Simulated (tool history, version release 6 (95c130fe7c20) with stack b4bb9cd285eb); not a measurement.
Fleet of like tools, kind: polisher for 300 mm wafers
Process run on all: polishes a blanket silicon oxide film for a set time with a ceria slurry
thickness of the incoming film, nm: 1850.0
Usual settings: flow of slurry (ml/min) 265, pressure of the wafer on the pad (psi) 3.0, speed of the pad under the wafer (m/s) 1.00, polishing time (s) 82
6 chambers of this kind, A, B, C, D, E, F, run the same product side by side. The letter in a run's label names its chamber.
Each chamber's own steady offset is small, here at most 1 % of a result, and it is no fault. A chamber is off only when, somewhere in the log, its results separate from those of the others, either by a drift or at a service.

run   hour  flow of slurry (ml/min)  pressure of the wafer on the pad (psi)  speed of the pad under the wafer (m/s)  polishing time (s)  film removed (Å)
 1D    5.8                      265                                     3.0                                    1.00                  82            4050.9
 2A   13.1                      265                                     3.0                                    1.00                  82            4063.2
      17.2  -- chamber E: head pressure recalibrated
      17.6  -- chamber A: worn pad replaced by a new one
 3B   20.7                      265                                     3.0                                    1.00                  82            4059.9
 4E   30.9                      265                                     3.0                                    1.00                  82            4208.5
 5F   43.9                      265                                     3.0                                    1.32                  82            5260.9
      48.7  -- chamber C: worn pad replaced by a new one
 6C   56.2                      265                                     3.0                                    1.32                  82            5473.5
      60.6  -- chamber D: worn pad replaced by a new one
      66.2  -- chamber E: worn pad replaced by a new one
 7E   69.1                      265                                     3.0                                    1.32                  82            5318.1
      73.5  -- chamber F: worn pad replaced by a new one
      75.2  -- chamber B: worn pad replaced by a new one
 8B   80.3                      265                                     3.0                                    1.32                  82            5590.8
 9D   89.2                      265                                     3.0                                    1.32                  82            5343.9
      91.9  -- chamber D: slurry nozzle cleaned
10A   97.8                      265                                     3.0                                    1.32                  82            5405.3
11C  110.3                      265                                     3.0                                    1.00                  82            4130.7
12F  116.8                      265                                     3.0                                    1.00                  82            4097.3
     123.1  -- chamber A: worn pad replaced by a new one
13E  127.1                      265                                     3.0                                    1.00                  82            4014.4
     131.3  -- chamber C: worn pad replaced by a new one
14B  135.1                      265                                     3.0                                    1.00                  82            4133.7
15A  146.6                      265                                     3.0                                    1.00                  82            4061.1
     148.0  -- chamber E: slurry nozzle cleaned
16C  156.9                      265                                     3.0                                    1.00                  82            4108.8
     158.2  -- chamber E: worn pad replaced by a new one
     161.6  -- chamber F: worn pad replaced by a new one
17D  167.5                      265                                     3.0                                    1.00                  82            4113.3
18F  176.1                      265                                     3.0                                    1.00                  82            4061.6
19E  184.5                      265                                     3.0                                    1.00                  82            4081.6
20C  190.2                      265                                     3.0                                    1.00                  82            4127.8
     191.0  -- chamber F: head pressure recalibrated
     191.5  -- chamber A: head pressure recalibrated
21A  198.7                      265                                     3.0                                    1.00                  82            4073.3
22F  209.8                      265                                     3.0                                    1.34                  82            5319.6
     220.3  -- chamber D: worn pad replaced by a new one
23D  222.1                      265                                     3.0                                    1.34                  82            5343.1
24B  230.5                      265                                     3.0                                    1.34                  82            5444.1
     231.9  -- chamber D: head pressure recalibrated
     233.5  -- chamber A: worn pad replaced by a new one
     234.2  -- chamber C: worn pad replaced by a new one
     234.4  -- chamber B: worn pad replaced by a new one
25D  239.1                      265                                     3.0                                    1.34                  82            4810.2
26F  245.2                      265                                     3.0                                    1.34                  82            5388.8
     246.8  -- chamber E: worn pad replaced by a new one
     252.1  -- chamber F: worn pad replaced by a new one
27B  253.8                      265                                     3.0                                    1.34                  82            5608.0
28E  261.4                      265                                     3.0                                    1.00                  82            4141.1
29C  270.9                      265                                     3.0                                    1.00                  82            4127.4
30A  282.6                      265                                     3.6                                    1.00                  82            4900.9
31A  290.1                      265                                     3.6                                    1.00                  82            4840.6
32F  297.8                      265                                     3.6                                    1.00                  82            5009.7
33D  309.1                      265                                     3.6                                    1.00                  82            4371.9
     315.9  -- chamber C: worn pad replaced by a new one
34E  318.6                      265                                     3.6                                    1.00                  82            4962.5
     325.4  -- chamber E: worn pad replaced by a new one
35B  327.9                      265                                     3.6                                    1.00                  82            4924.8
     331.7  -- chamber F: worn pad replaced by a new one
     335.1  -- chamber A: worn pad replaced by a new one
36C  341.0                      265                                     3.0                                    1.00                  82            4190.8
37E  349.0                      265                                     3.0                                    1.00                  82            4176.6
38A  355.7                      265                                     3.0                                    1.00                  82            4060.5
39D  362.4                      265                                     3.0                                    1.00                  82            3652.3
     362.6  -- chamber B: slurry nozzle cleaned
40F  374.4                      265                                     3.0                                    1.00                  82            4082.3
41C  381.6                      265                                     3.0                                    1.00                  82            4057.3
     387.2  -- chamber D: worn pad replaced by a new one
42B  392.6                      265                                     3.6                                    1.00                  57            3537.8
     393.0  -- chamber E: slurry nozzle cleaned
43D  400.6                      265                                     3.6                                    1.00                  57            3001.1
     408.2  -- chamber E: worn pad replaced by a new one
44E  412.1                      265                                     3.6                                    1.00                  57            3418.7

For the next run the whole fleet of 6 chambers uses the same settings. Give each chamber's results:
45A  421.6                      265                                     3.0                                    1.20                  82                 ?
45B  421.6                      265                                     3.0                                    1.20                  82                 ?
45C  421.6                      265                                     3.0                                    1.20                  82                 ?
45D  421.6                      265                                     3.0                                    1.20                  82                 ?
45E  421.6                      265                                     3.0                                    1.20                  82                 ?
45F  421.6                      265                                     3.0                                    1.20                  82                 ?

run  film removed (Å)
45A            4964.3
45B            4975.0
45C            4935.9
45D            4357.7
45E            4985.3
45F            4916.9

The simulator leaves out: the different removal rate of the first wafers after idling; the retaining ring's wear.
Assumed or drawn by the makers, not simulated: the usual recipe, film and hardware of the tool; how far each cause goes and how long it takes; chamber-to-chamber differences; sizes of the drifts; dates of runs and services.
